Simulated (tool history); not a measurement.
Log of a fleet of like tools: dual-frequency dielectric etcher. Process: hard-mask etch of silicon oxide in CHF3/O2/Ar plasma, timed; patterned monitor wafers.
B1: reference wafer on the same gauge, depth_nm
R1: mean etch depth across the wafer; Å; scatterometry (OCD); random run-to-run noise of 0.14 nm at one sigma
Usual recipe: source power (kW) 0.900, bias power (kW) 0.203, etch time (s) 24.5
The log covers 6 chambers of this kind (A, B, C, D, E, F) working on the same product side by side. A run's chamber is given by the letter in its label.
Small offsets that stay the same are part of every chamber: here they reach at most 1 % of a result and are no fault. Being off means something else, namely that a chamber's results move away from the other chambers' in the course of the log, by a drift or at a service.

{"run": "1E", "hour": 3.4, "source power (kW)": 0.9, "bias power (kW)": 0.203, "etch time (s)": 24.5, "B1": 48.873, "R1": 594.95}
{"run": "2A", "hour": 10.4, "source power (kW)": 0.9, "bias power (kW)": 0.203, "etch time (s)": 24.5, "B1": 48.911, "R1": 587.56}
{"run": "3F", "hour": 17.0, "source power (kW)": 0.9, "bias power (kW)": 0.203, "etch time (s)": 24.5, "B1": 48.871, "R1": 595.27}
{"run": "4B", "hour": 21.4, "source power (kW)": 0.9, "bias power (kW)": 0.203, "etch time (s)": 24.5, "B1": 48.915, "R1": 585.76}
{"run": "5D", "hour": 28.5, "source power (kW)": 0.9, "bias power (kW)": 0.203, "etch time (s)": 24.5, "B1": 48.895, "R1": 592.83}
{"run": "6C", "hour": 32.8, "source power (kW)": 0.9, "bias power (kW)": 0.203, "etch time (s)": 24.5, "B1": 48.895, "R1": 590.83}
{"run": "7E", "hour": 37.3, "source power (kW)": 0.9, "bias power (kW)": 0.203, "etch time (s)": 24.5, "B1": 48.901, "R1": 596.15}
{"run": "8A", "hour": 40.5, "source power (kW)": 0.9, "bias power (kW)": 0.203, "etch time (s)": 24.5, "B1": 48.886, "R1": 590.84}
{"run": "9C", "hour": 44.4, "source power (kW)": 0.9, "bias power (kW)": 0.203, "etch time (s)": 24.5, "B1": 48.868, "R1": 594.16}
{"run": "10B", "hour": 49.9, "source power (kW)": 1.11, "bias power (kW)": 0.203, "etch time (s)": 28.0, "B1": 48.914, "R1": 724.62}
{"hour": 54.8, "done": "chamber C: wet clean of the chamber"}
{"run": "11F", "hour": 54.8, "source power (kW)": 1.11, "bias power (kW)": 0.203, "etch time (s)": 28.0, "B1": 48.93, "R1": 739.07}
{"run": "12D", "hour": 60.3, "source power (kW)": 1.11, "bias power (kW)": 0.203, "etch time (s)": 28.0, "B1": 48.888, "R1": 729.23}
{"run": "13B", "hour": 64.6, "source power (kW)": 1.11, "bias power (kW)": 0.203, "etch time (s)": 28.0, "B1": 48.933, "R1": 721.32}
{"run": "14F", "hour": 67.7, "source power (kW)": 1.11, "bias power (kW)": 0.203, "etch time (s)": 28.0, "B1": 48.907, "R1": 739.72}
{"run": "15D", "hour": 71.0, "source power (kW)": 1.11, "bias power (kW)": 0.203, "etch time (s)": 28.0, "B1": 48.886, "R1": 728.07}
{"run": "16A", "hour": 77.7, "source power (kW)": 0.74, "bias power (kW)": 0.203, "etch time (s)": 24.5, "B1": 48.88, "R1": 546.4}
{"run": "17C", "hour": 82.8, "source power (kW)": 0.74, "bias power (kW)": 0.203, "etch time (s)": 24.5, "B1": 48.885, "R1": 548.67}
{"run": "18E", "hour": 88.3, "source power (kW)": 0.74, "bias power (kW)": 0.203, "etch time (s)": 24.5, "B1": 48.88, "R1": 552.54}
{"hour": 88.9, "done": "chamber B: wet clean of the chamber"}
{"run": "19E", "hour": 93.6, "source power (kW)": 0.74, "bias power (kW)": 0.203, "etch time (s)": 24.5, "B1": 48.898, "R1": 553.77}
{"run": "20B", "hour": 98.9, "source power (kW)": 0.74, "bias power (kW)": 0.203, "etch time (s)": 24.5, "B1": 48.861, "R1": 543.53}
{"run": "21F", "hour": 105.7, "source power (kW)": 0.74, "bias power (kW)": 0.203, "etch time (s)": 24.5, "B1": 48.877, "R1": 558.44}
{"run": "22A", "hour": 112.2, "source power (kW)": 0.9, "bias power (kW)": 0.203, "etch time (s)": 24.5, "B1": 48.885, "R1": 589.19}
{"run": "23D", "hour": 117.7, "source power (kW)": 0.9, "bias power (kW)": 0.203, "etch time (s)": 24.5, "B1": 48.889, "R1": 591.65}
{"run": "24C", "hour": 122.0, "source power (kW)": 0.9, "bias power (kW)": 0.203, "etch time (s)": 24.5, "B1": 48.91, "R1": 592.33}
{"run": "25E", "hour": 127.4, "source power (kW)": 0.9, "bias power (kW)": 0.203, "etch time (s)": 24.5, "B1": 48.876, "R1": 596.25}
{"run": "26D", "hour": 131.8, "source power (kW)": 0.9, "bias power (kW)": 0.203, "etch time (s)": 24.5, "B1": 48.894, "R1": 592.56}
{"run": "27B", "hour": 136.8, "source power (kW)": 0.9, "bias power (kW)": 0.203, "etch time (s)": 24.5, "B1": 48.892, "R1": 585.08}
{"run": "28A", "hour": 141.0, "source power (kW)": 0.9, "bias power (kW)": 0.203, "etch time (s)": 24.5, "B1": 48.903, "R1": 587.15}
{"run": "29C", "hour": 144.8, "source power (kW)": 0.9, "bias power (kW)": 0.203, "etch time (s)": 24.5, "B1": 48.898, "R1": 589.64}
{"run": "30F", "hour": 150.3, "source power (kW)": 0.9, "bias power (kW)": 0.203, "etch time (s)": 24.5, "B1": 48.933, "R1": 604.07}
{"run": "31A", "hour": 153.7, "source power (kW)": 0.9, "bias power (kW)": 0.203, "etch time (s)": 24.5, "B1": 48.884, "R1": 589.72}
{"run": "32C", "hour": 159.1, "source power (kW)": 0.9, "bias power (kW)": 0.203, "etch time (s)": 24.5, "B1": 48.903, "R1": 593.65}
{"run": "33E", "hour": 164.5, "source power (kW)": 0.9, "bias power (kW)": 0.203, "etch time (s)": 24.5, "B1": 48.935, "R1": 596.18}
{"run": "34B", "hour": 170.1, "source power (kW)": 0.9, "bias power (kW)": 0.203, "etch time (s)": 24.5, "B1": 48.91, "R1": 583.38}
{"run": "35D", "hour": 173.2, "source power (kW)": 0.9, "bias power (kW)": 0.203, "etch time (s)": 24.5, "B1": 48.93, "R1": 589.43}
{"run": "36F", "hour": 177.1, "source power (kW)": 0.9, "bias power (kW)": 0.203, "etch time (s)": 24.5, "B1": 48.883, "R1": 605.71}
{"run": "37B", "hour": 180.5, "source power (kW)": 0.9, "bias power (kW)": 0.203, "etch time (s)": 24.5, "B1": 48.9, "R1": 582.79}
{"run": "38A", "hour": 184.2, "source power (kW)": 0.9, "bias power (kW)": 0.203, "etch time (s)": 24.5, "B1": 48.906, "R1": 587.52}
{"run": "39D", "hour": 188.3, "source power (kW)": 0.9, "bias power (kW)": 0.203, "etch time (s)": 24.5, "B1": 48.913, "R1": 590.71}
{"run": "40C", "hour": 194.6, "source power (kW)": 0.9, "bias power (kW)": 0.203, "etch time (s)": 24.5, "B1": 48.923, "R1": 594.01}
{"run": "41E", "hour": 198.6, "source power (kW)": 0.9, "bias power (kW)": 0.203, "etch time (s)": 24.5, "B1": 48.912, "R1": 595.69}
{"run": "42F", "hour": 205.6, "source power (kW)": 0.9, "bias power (kW)": 0.203, "etch time (s)": 24.5, "B1": 48.906, "R1": 604.81}
{"run": "43C", "hour": 208.9, "source power (kW)": 0.9, "bias power (kW)": 0.203, "etch time (s)": 24.5, "B1": 48.901, "R1": 592.46}
{"run": "44A", "hour": 214.5, "source power (kW)": 0.9, "bias power (kW)": 0.203, "etch time (s)": 24.5, "B1": 48.879, "R1": 589.0}

Predict what each chamber gives when all 6 of them run the settings below next.
{"run": "45A", "hour": 219.5, "source power (kW)": 0.9, "bias power (kW)": 0.203, "etch time (s)": 30.0, "R1": "?"}
{"run": "45B", "hour": 219.5, "source power (kW)": 0.9, "bias power (kW)": 0.203, "etch time (s)": 30.0, "R1": "?"}
{"run": "45C", "hour": 219.5, "source power (kW)": 0.9, "bias power (kW)": 0.203, "etch time (s)": 30.0, "R1": "?"}
{"run": "45D", "hour": 219.5, "source power (kW)": 0.9, "bias power (kW)": 0.203, "etch time (s)": 30.0, "R1": "?"}
{"run": "45E", "hour": 219.5, "source power (kW)": 0.9, "bias power (kW)": 0.203, "etch time (s)": 30.0, "R1": "?"}
{"run": "45F", "hour": 219.5, "source power (kW)": 0.9, "bias power (kW)": 0.203, "etch time (s)": 30.0, "R1": "?"}

run=45A R1=721.58
run=45B R1=713.20
run=45C R1=725.62
run=45D R1=724.72
run=45E R1=730.40
run=45F R1=747.73
